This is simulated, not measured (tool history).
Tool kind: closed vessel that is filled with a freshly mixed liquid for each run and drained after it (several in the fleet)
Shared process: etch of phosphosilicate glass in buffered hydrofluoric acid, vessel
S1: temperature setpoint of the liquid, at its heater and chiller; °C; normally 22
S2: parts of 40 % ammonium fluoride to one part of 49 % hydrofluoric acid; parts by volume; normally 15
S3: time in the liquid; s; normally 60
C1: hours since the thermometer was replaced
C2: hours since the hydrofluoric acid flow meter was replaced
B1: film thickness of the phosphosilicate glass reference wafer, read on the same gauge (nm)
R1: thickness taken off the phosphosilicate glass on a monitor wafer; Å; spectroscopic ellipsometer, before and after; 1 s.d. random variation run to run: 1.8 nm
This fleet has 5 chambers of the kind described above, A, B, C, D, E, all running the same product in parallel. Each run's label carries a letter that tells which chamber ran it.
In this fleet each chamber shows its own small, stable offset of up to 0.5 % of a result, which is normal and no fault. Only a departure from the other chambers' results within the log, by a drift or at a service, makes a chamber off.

| run | hour | S1 | S2 | S3 | C1 | C2 | B1 | R1 |
|---|---|---|---|---|---|---|---|---|
| 1B | 3.8 | 22 | 15 | 60 | 351.7 | 1836.1 | 109.99 | 2275.6 |
| 2C | 9.2 | 22 | 15 | 60 | 1204.3 | 1444.3 | 109.99 | 2290.9 |
| 3E | 15 | 22 | 15 | 60 | 2268.1 | 957.2 | 110.01 | 2314.2 |
| 4D | 19 | 22 | 15 | 60 | 1333.8 | 1074.9 | 109.98 | 2301.1 |
| 5A | 22.9 | 22 | 15 | 60 | 1469.2 | 2275.8 | 110.05 | 2308.5 |
| 6B | 25.5 | 22 | 15 | 60 | 373.4 | 1857.8 | 109.98 | 2280.5 |
| 7E | 28.4 | 22 | 15 | 60 | 2281.5 | 970.6 | 110 | 2306.5 |
| 8D | 34 | 22 | 15 | 60 | 1348.8 | 1089.9 | 110.01 | 2267.4 |
| 9A | 39.2 | 22 | 15 | 60 | 1485.5 | 2292.1 | 110 | 2311.2 |
|  | 40.8 | chamber B: hydrofluoric acid flow meter replaced |
| 10C | 41.9 | 22 | 15 | 60 | 1237 | 1477 | 110.03 | 2310.3 |
| 11C | 46 | 22 | 15 | 60 | 1241.1 | 1481.1 | 110.04 | 2322.6 |
| 12E | 49.9 | 22 | 15 | 60 | 2303 | 992.1 | 109.99 | 2279.7 |
| 13B | 53.7 | 22 | 15 | 60 | 401.6 | 13 | 109.98 | 2315.8 |
| 14D | 59.1 | 22 | 15 | 60 | 1373.9 | 1115 | 110 | 2254.5 |
| 15A | 65.1 | 22 | 15 | 60 | 1511.4 | 2318 | 110 | 2315.4 |
| 16E | 69.3 | 22 | 15 | 60 | 2322.4 | 1011.5 | 109.97 | 2284.1 |
| 17C | 75.1 | 22 | 15 | 60 | 1270.2 | 1510.2 | 110 | 2320.3 |
| 18A | 80.3 | 22 | 15 | 60 | 1526.6 | 2333.2 | 110.01 | 2328.5 |
| 19B | 86.2 | 22 | 15 | 60 | 434.1 | 45.5 | 110.02 | 2304 |
| 20D | 91.6 | 24.5 | 15 | 60 | 1406.4 | 1147.5 | 109.98 | 2556 |
| 21B | 97 | 24.5 | 15 | 60 | 444.9 | 56.3 | 109.97 | 2674.1 |
| 22C | 100.8 | 24.5 | 15 | 60 | 1295.9 | 1535.9 | 109.98 | 2648 |
| 23D | 105.1 | 24.5 | 15 | 60 | 1419.9 | 1161 | 109.98 | 2543.1 |
| 24E | 110.2 | 24.5 | 15 | 60 | 2363.3 | 1052.4 | 110.01 | 2652.3 |
| 25A | 113.2 | 22 | 15 | 60 | 1559.5 | 2366.1 | 110 | 2295 |
| 26E | 117.2 | 22 | 15 | 60 | 2370.3 | 1059.4 | 109.99 | 2304.1 |
| 27A | 121.3 | 22 | 15 | 60 | 1567.6 | 2374.2 | 110.04 | 2282.9 |
| 28B | 126.4 | 22 | 15 | 60 | 474.3 | 85.7 | 109.97 | 2302.8 |
| 29D | 129.8 | 22 | 17.5 | 35 | 1444.6 | 1185.7 | 110.01 | 1075.9 |
| 30C | 134.3 | 22 | 17.5 | 35 | 1329.4 | 1569.4 | 110.03 | 1163.4 |
| 31D | 140 | 22 | 17.5 | 35 | 1454.8 | 1195.9 | 109.98 | 1089.5 |
| 32A | 144.6 | 22 | 17.5 | 35 | 1590.9 | 2397.5 | 109.98 | 1163.7 |
| 33E | 150.4 | 22 | 17.5 | 35 | 2403.5 | 1092.6 | 109.99 | 1148.6 |
| 34B | 153.5 | 22 | 15 | 60 | 501.4 | 112.8 | 109.96 | 2284.3 |
| 35C | 156.7 | 22 | 15 | 60 | 1351.8 | 1591.8 | 110.04 | 2328.1 |
| 36D | 160.7 | 22 | 15 | 60 | 1475.5 | 1216.6 | 110.05 | 2144.3 |
|  | 162.5 | chamber A: hydrofluoric acid flow meter replaced |
| 37B | 164.5 | 22 | 10.5 | 45 | 512.4 | 123.8 | 110.04 | 2503 |
| 38C | 170 | 22 | 10.5 | 45 | 1365.1 | 1605.1 | 110.01 | 2441.5 |
| 39E | 175 | 22 | 10.5 | 45 | 2428.1 | 1117.2 | 109.97 | 2430.1 |
| 40A | 180.3 | 22 | 10.5 | 45 | 1626.6 | 17.8 | 109.98 | 2416.9 |
| 41B | 183.9 | 22 | 10.5 | 45 | 531.8 | 143.2 | 109.97 | 2459.8 |

Each of the 5 chambers runs these same settings next. Fill in every chamber's results:
| 42A | 188.3 | 22 | 15 | 40 |  |  |  | ? |
| 42B | 188.3 | 22 | 15 | 40 |  |  |  | ? |
| 42C | 188.3 | 22 | 15 | 40 |  |  |  | ? |
| 42D | 188.3 | 22 | 15 | 40 |  |  |  | ? |
| 42E | 188.3 | 22 | 15 | 40 |  |  |  | ? |

| run | R1 |
|---|---|
| 42A | 1531.7 |
| 42B | 1540.6 |
| 42C | 1540.6 |
| 42D | 1418.7 |
| 42E | 1522 |

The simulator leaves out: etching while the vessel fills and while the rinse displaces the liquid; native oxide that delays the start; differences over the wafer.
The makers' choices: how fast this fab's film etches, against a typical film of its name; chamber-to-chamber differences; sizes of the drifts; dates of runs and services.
